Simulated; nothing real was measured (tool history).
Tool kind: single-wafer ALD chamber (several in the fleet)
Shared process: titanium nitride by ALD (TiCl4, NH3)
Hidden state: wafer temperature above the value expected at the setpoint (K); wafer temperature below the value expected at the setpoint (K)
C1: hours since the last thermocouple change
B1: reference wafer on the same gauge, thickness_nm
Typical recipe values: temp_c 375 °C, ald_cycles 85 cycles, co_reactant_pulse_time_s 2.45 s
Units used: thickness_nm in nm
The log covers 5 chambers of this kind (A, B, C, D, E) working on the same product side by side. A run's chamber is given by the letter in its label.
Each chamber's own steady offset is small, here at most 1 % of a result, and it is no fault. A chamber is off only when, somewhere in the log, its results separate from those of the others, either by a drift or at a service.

run 1E day=0.154 | temp_c=375 ald_cycles=85 co_reactant_pulse_time_s=2.45 | C1=204.3 | B1=2.0412 | thickness_nm=1.8602
run 2B day=0.283 | temp_c=375 ald_cycles=85 co_reactant_pulse_time_s=2.45 | C1=646.5 | B1=2.0408 | thickness_nm=1.8507
run 3D day=0.538 | temp_c=375 ald_cycles=85 co_reactant_pulse_time_s=2.45 | C1=202.8 | B1=2.0420 | thickness_nm=1.8507
run 4A day=0.658 | temp_c=375 ald_cycles=85 co_reactant_pulse_time_s=2.45 | C1=382.3 | B1=2.0416 | thickness_nm=1.8680
run 5C day=0.875 | temp_c=375 ald_cycles=85 co_reactant_pulse_time_s=2.45 | C1=692.3 | B1=2.0412 | thickness_nm=1.8429
run 6A day=1.067 | temp_c=375 ald_cycles=85 co_reactant_pulse_time_s=2.45 | C1=392.1 | B1=2.0422 | thickness_nm=1.8639
run 7B day=1.262 | temp_c=375 ald_cycles=85 co_reactant_pulse_time_s=2.45 | C1=670.0 | B1=2.0429 | thickness_nm=1.8540
run 8E day=1.504 | temp_c=375 ald_cycles=85 co_reactant_pulse_time_s=2.45 | C1=236.7 | B1=2.0432 | thickness_nm=1.8647
run 9C day=1.650 | temp_c=375 ald_cycles=85 co_reactant_pulse_time_s=2.45 | C1=710.9 | B1=2.0443 | thickness_nm=1.8340
run 10D day=1.767 | temp_c=375 ald_cycles=85 co_reactant_pulse_time_s=2.45 | C1=232.3 | B1=2.0436 | thickness_nm=1.8571
run 11D day=1.992 | temp_c=375 ald_cycles=85 co_reactant_pulse_time_s=2.45 | C1=237.7 | B1=2.0440 | thickness_nm=1.8589
run 12A day=2.208 | temp_c=375 ald_cycles=85 co_reactant_pulse_time_s=2.45 | C1=419.5 | B1=2.0453 | thickness_nm=1.8692
run 13C day=2.454 | temp_c=375 ald_cycles=85 co_reactant_pulse_time_s=2.45 | C1=730.2 | B1=2.0464 | thickness_nm=1.8430
run 14B day=2.579 | temp_c=375 ald_cycles=85 co_reactant_pulse_time_s=2.45 | C1=701.6 | B1=2.0472 | thickness_nm=1.8605
run 15E day=2.775 | temp_c=375 ald_cycles=85 co_reactant_pulse_time_s=2.45 | C1=267.2 | B1=2.0471 | thickness_nm=1.8663
run 16D day=2.967 | temp_c=375 ald_cycles=85 co_reactant_pulse_time_s=1.90 | C1=261.1 | B1=2.0480 | thickness_nm=1.8341
run 17B day=3.221 | temp_c=375 ald_cycles=85 co_reactant_pulse_time_s=1.90 | C1=717.0 | B1=2.0483 | thickness_nm=1.8297
run 18C day=3.471 | temp_c=375 ald_cycles=85 co_reactant_pulse_time_s=1.90 | C1=754.6 | B1=2.0489 | thickness_nm=1.8182
run 19E day=3.612 | temp_c=375 ald_cycles=85 co_reactant_pulse_time_s=1.90 | C1=287.3 | B1=2.0481 | thickness_nm=1.8448
run 20A day=3.854 | temp_c=375 ald_cycles=85 co_reactant_pulse_time_s=1.90 | C1=459.0 | B1=2.0491 | thickness_nm=1.8406
run 21B day=4.083 | temp_c=375 ald_cycles=85 co_reactant_pulse_time_s=2.45 | C1=737.7 | B1=2.0494 | thickness_nm=1.8658
run 22C day=4.321 | temp_c=375 ald_cycles=85 co_reactant_pulse_time_s=2.45 | C1=775.0 | B1=2.0498 | thickness_nm=1.8459
run 23E day=4.504 | temp_c=375 ald_cycles=85 co_reactant_pulse_time_s=2.45 | C1=308.7 | B1=2.0508 | thickness_nm=1.8691
run 24A day=4.654 | temp_c=375 ald_cycles=85 co_reactant_pulse_time_s=2.45 | C1=478.2 | B1=2.0511 | thickness_nm=1.8728
run 25D day=4.892 | temp_c=375 ald_cycles=85 co_reactant_pulse_time_s=2.45 | C1=307.3 | B1=2.0517 | thickness_nm=1.8593
run 26C day=5.096 | temp_c=375 ald_cycles=85 co_reactant_pulse_time_s=2.45 | C1=793.6 | B1=2.0515 | thickness_nm=1.8436
run 27D day=5.296 | temp_c=375 ald_cycles=85 co_reactant_pulse_time_s=2.45 | C1=317.0 | B1=2.0530 | thickness_nm=1.8645
run 28E day=5.450 | temp_c=375 ald_cycles=85 co_reactant_pulse_time_s=2.45 | C1=331.4 | B1=2.0537 | thickness_nm=1.8678
run 29B day=5.592 | temp_c=375 ald_cycles=85 co_reactant_pulse_time_s=2.45 | C1=773.9 | B1=2.0533 | thickness_nm=1.8716
run 30A day=5.829 | temp_c=375 ald_cycles=85 co_reactant_pulse_time_s=2.45 | C1=506.4 | B1=2.0534 | thickness_nm=1.8792

Decide between three cases: one chamber stands off from its peers, the gauge reading all wafers drifts, or nothing is wrong past each chamber's small offset. Where a chamber is off, say which and what most likely put it there.

No chamber is off; the gauge reading every chamber's wafers drifts, which makes the whole fleet appear to move together.
Likeliest cause: gauge reads high (%) = 0.706.
